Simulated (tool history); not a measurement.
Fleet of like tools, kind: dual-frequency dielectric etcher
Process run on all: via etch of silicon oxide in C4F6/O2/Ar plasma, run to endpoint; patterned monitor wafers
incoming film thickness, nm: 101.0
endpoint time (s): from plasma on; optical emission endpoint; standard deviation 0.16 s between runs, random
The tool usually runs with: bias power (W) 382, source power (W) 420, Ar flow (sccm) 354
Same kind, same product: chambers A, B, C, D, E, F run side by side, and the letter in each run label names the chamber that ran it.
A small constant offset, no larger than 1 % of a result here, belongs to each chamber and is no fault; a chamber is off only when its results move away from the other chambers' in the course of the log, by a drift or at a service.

run   hour  bias power (W)  source power (W)  Ar flow (sccm)  hours since the last wet clean  hours since the last bias power generator calibration  hours since the last source power generator calibration  hours since the last Ar flow controller change  endpoint time (s)
 1F   12.9             382               420             354                           378.1                                                  143.2                                                   2684.9                                          1424.7             24.343
 2B   22.8             382               420             354                           130.5                                                 1989.9                                                   2065.5                                          1539.1             24.523
 3C   32.3             382               420             354                           147.5                                                 2250.9                                                     1556                                          4642.6             24.199
 4E   40.5             382               420             354                           244.3                                                 2544.4                                                   3001.3                                            57.1             24.195
 5D   49.8             382               420             354                           109.6                                                 1799.2                                                    832.4                                           761.8             24.823
 6A   62.3             382               420             354                           245.6                                                 1985.9                                                   4393.4                                           810.1             24.651
 7C   71.4             382               420             430                           186.6                                                   2290                                                   1595.1                                          4681.7             24.767
 8D   81.9             382               420             430                           141.7                                                 1831.3                                                    864.5                                           793.9             24.879
      85.4  -- chamber F: wet clean of the chamber
 9A   89.4             382               420             430                           272.7                                                   2013                                                   4420.5                                           837.2              25.01
10B   98.6             382               420             430                           206.3                                                 2065.7                                                   2141.3                                          1614.9             24.942
11E  110.4             382               420             430                           314.2                                                 2614.3                                                   3071.2                                             127             24.567
12F  121.8             382               420             430                            36.5                                                  252.1                                                   2793.8                                          1533.6             24.841
13D  127.9             382               420             354                           187.7                                                 1877.3                                                    910.5                                           839.9             24.733
14A  134.3             382               420             354                           317.6                                                 2057.9                                                   4465.4                                           882.1             24.488
15C    146             382               420             354                           261.2                                                 2364.6                                                   1669.7                                          4756.3             24.294
16F    159             382               470             354                            73.7                                                  289.3                                                     2831                                          1570.8             23.671
17B  170.4             382               470             354                           278.1                                                 2137.5                                                   2213.1                                          1686.7             23.486
     177.2  -- chamber F: Ar flow controller replaced
18E  183.2             382               470             354                             387                                                 2687.1                                                     3144                                           199.8              23.11
19E    195             382               470             354                           398.8                                                 2698.9                                                   3155.8                                           211.6             23.178
20C  206.9             382               470             354                           322.1                                                 2425.5                                                   1730.6                                          4817.2             23.152
21F  213.8             382               470             354                           128.5                                                  344.1                                                   2885.8                                            36.7             23.339
       214  -- chamber A: source power generator calibrated
22B  226.7             382               480             354                           334.4                                                 2193.8                                                   2269.4                                            1743             23.584
23A  235.9             382               480             354                           419.2                                                 2159.5                                                     21.9                                           983.7             23.111
24D  249.3             382               480             354                           309.1                                                 1998.7                                                   1031.9                                           961.3             23.517
25F  258.4             382               480             354                           173.1                                                  388.7                                                   2930.4                                            81.3             22.995
     267.8  -- chamber C: wet clean of the chamber
26C  271.9             382               480             354                             4.2                                                 2490.5                                                   1795.6                                          4882.2             23.115
27B  278.2             382               480             354                           385.9                                                 2245.3                                                   2320.9                                          1794.5              23.53
28E  284.9             382               420             354                           488.7                                                 2788.8                                                   3245.7                                           301.5             24.629
29D  291.5             382               420             354                           351.3                                                 2040.9                                                   1074.1                                          1003.5             24.497
30A  303.1             324               420             272                           486.4                                                 2226.7                                                     89.1                                          1050.9             24.647
31C  315.6             324               420             272                            47.9                                                 2534.2                                                   1839.3                                          4925.9             25.164
     316.5  -- chamber B: wet clean of the chamber
32B  327.1             324               420             272                            10.7                                                 2294.2                                                   2369.8                                          1843.4             25.232
33F  339.2             324               420             272                           253.9                                                  469.5                                                   3011.2                                           162.1             25.244
34D  345.2             324               420             272                             405                                                 2094.6                                                   1127.8                                          1057.2             25.442
     345.5  -- chamber D: wet clean of the chamber
35A    357             324               420             272                           540.3                                                 2280.6                                                      143                                          1104.8             24.316
36E  368.6             382               420             354                           572.4                                                 2872.5                                                   3329.4                                           385.2             24.196
37C  380.3             382               420             354                           112.6                                                 2598.9                                                     1904                                          4990.6             24.231
38B  387.7             382               420             354                            71.3                                                 2354.8                                                   2430.4                                            1904             24.325
39A  394.7             382               420             354                             578                                                 2318.3                                                    180.7                                          1142.5             23.753
     394.9  -- chamber F: source power generator calibrated
40F  403.2             382               420             354                           317.9                                                  533.5                                                      8.3                                           226.1             24.649
41D  410.4             382               420             354                            64.9                                                 2159.8                                                     1193                                          1122.4             24.721
42E  417.8             382               420             354                           621.6                                                 2921.7                                                   3378.6                                           434.4             24.206
43D  430.7             382               420             354                            85.2                                                 2180.1                                                   1213.3                                          1142.7             24.411

The same settings go to every chamber for the next run, one line per chamber below. Forecast the results for each:
44A  440.7             382               420             289                                                                                                                                                                                                                  ?
44B  440.7             382               420             289                                                                                                                                                                                                                  ?
44C  440.7             382               420             289                                                                                                                                                                                                                  ?
44D  440.7             382               420             289                                                                                                                                                                                                                  ?
44E  440.7             382               420             289                                                                                                                                                                                                                  ?
44F  440.7             382               420             289                                                                                                                                                                                                                  ?

run  endpoint time (s)
44A             22.864
44B             23.895
44C                 24
44D              24.47
44E             23.793
44F             23.845
